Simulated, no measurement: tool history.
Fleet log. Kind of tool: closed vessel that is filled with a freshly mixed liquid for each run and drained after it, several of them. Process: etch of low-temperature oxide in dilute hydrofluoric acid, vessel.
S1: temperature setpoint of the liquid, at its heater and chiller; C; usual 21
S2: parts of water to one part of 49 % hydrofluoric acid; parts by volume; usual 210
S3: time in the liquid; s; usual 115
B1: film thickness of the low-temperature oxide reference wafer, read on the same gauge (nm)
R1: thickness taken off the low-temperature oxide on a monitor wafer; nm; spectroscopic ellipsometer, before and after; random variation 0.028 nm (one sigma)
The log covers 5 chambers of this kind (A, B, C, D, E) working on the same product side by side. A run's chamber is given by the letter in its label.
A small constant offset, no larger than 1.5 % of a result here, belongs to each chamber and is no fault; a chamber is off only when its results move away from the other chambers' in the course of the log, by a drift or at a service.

At hour 1.0: chamber C: hydrofluoric acid flow meter replaced.
Run 1E, hour 13.8: usual settings; B1 29.955. Result: R1 6.0181 nm.
At hour 23.6: chamber D: hydrofluoric acid flow meter replaced.
Run 2C, hour 24.7: usual settings; B1 30.006. Result: R1 5.9919 nm.
Run 3B, hour 34.5: usual settings; B1 30.025. Result: R1 6.0243 nm.
Run 4D, hour 41.3: usual settings; B1 29.995. Result: R1 5.9831 nm.
At hour 43.9: chamber E: thermometer replaced.
Run 5A, hour 52.9: usual settings; B1 29.997. Result: R1 5.9066 nm.
Run 6D, hour 59.7: usual settings; B1 29.986. Result: R1 5.9566 nm.
Run 7E, hour 67.7: usual settings; B1 29.991. Result: R1 6.0400 nm.
Run 8A, hour 76.4: usual settings; B1 30.009. Result: R1 5.8684 nm.
Run 9B, hour 83.3: usual settings; B1 30.027. Result: R1 6.0524 nm.
Run 10C, hour 92.9: usual settings; B1 29.997. Result: R1 6.0328 nm.
Run 11E, hour 105.5: usual settings; B1 29.998. Result: R1 6.0402 nm.
Run 12D, hour 115.1: usual settings; B1 30.009. Result: R1 6.0204 nm.
Run 13A, hour 127.3: usual settings; B1 30.000. Result: R1 5.7916 nm.
Run 14B, hour 140.2: usual settings; B1 29.988. Result: R1 5.9912 nm.
Run 15C, hour 148.7: usual settings; B1 29.997. Result: R1 6.0416 nm.
Run 16B, hour 161.3: usual settings but S2 150 parts by volume, S3 155 s; B1 29.994. Result: R1 12.0970 nm.
Run 17A, hour 167.8: usual settings but S2 150 parts by volume, S3 155 s; B1 30.012. Result: R1 11.7050 nm.
Run 18D, hour 181.9: usual settings but S2 150 parts by volume, S3 155 s; B1 29.993. Result: R1 12.0890 nm.
Run 19E, hour 191.5: usual settings but S2 150 parts by volume, S3 155 s; B1 29.972. Result: R1 12.2100 nm.
Run 20C, hour 203.8: usual settings but S2 150 parts by volume, S3 155 s; B1 29.980. Result: R1 12.0290 nm.
Run 21D, hour 216.2: usual settings but S2 175 parts by volume; B1 30.015. Result: R1 7.4945 nm.
Run 22A, hour 224.6: usual settings but S2 175 parts by volume; B1 29.992. Result: R1 7.1333 nm.
Run 23B, hour 231.0: usual settings but S2 175 parts by volume; B1 30.030. Result: R1 7.4872 nm.
Run 24E, hour 242.8: usual settings but S2 175 parts by volume; B1 29.999. Result: R1 7.5212 nm.
Run 25C, hour 255.5: usual settings but S2 175 parts by volume; B1 29.997. Result: R1 7.5065 nm.
Run 26B, hour 262.5: usual settings; B1 29.982. Result: R1 6.0472 nm.
Run 27E, hour 274.4: usual settings; B1 29.959. Result: R1 6.0414 nm.
Run 28A, hour 285.1: usual settings; B1 29.962. Result: R1 5.6706 nm.
Run 29D, hour 297.3: usual settings; B1 30.003. Result: R1 6.0270 nm.
Run 30C, hour 308.1: usual settings; B1 29.983. Result: R1 5.9935 nm.
Run 31B, hour 315.8: usual settings; B1 29.974. Result: R1 5.9872 nm.
Run 32A, hour 330.0: usual settings; B1 30.005. Result: R1 5.6432 nm.
Run 33C, hour 342.1: usual settings; B1 30.008. Result: R1 6.0143 nm.

The same settings go to every chamber for the next run, one line per chamber below. Forecast the results for each:
Run 34A, hour 352.7: usual settings. Result: R1 ?.
Run 34B, hour 352.7: usual settings. Result: R1 ?.
Run 34C, hour 352.7: usual settings. Result: R1 ?.
Run 34D, hour 352.7: usual settings. Result: R1 ?.
Run 34E, hour 352.7: usual settings. Result: R1 ?.

run      R1
34A  5.5845
34B  5.9659
34C  6.0122
34D  5.9896
34E  6.0271
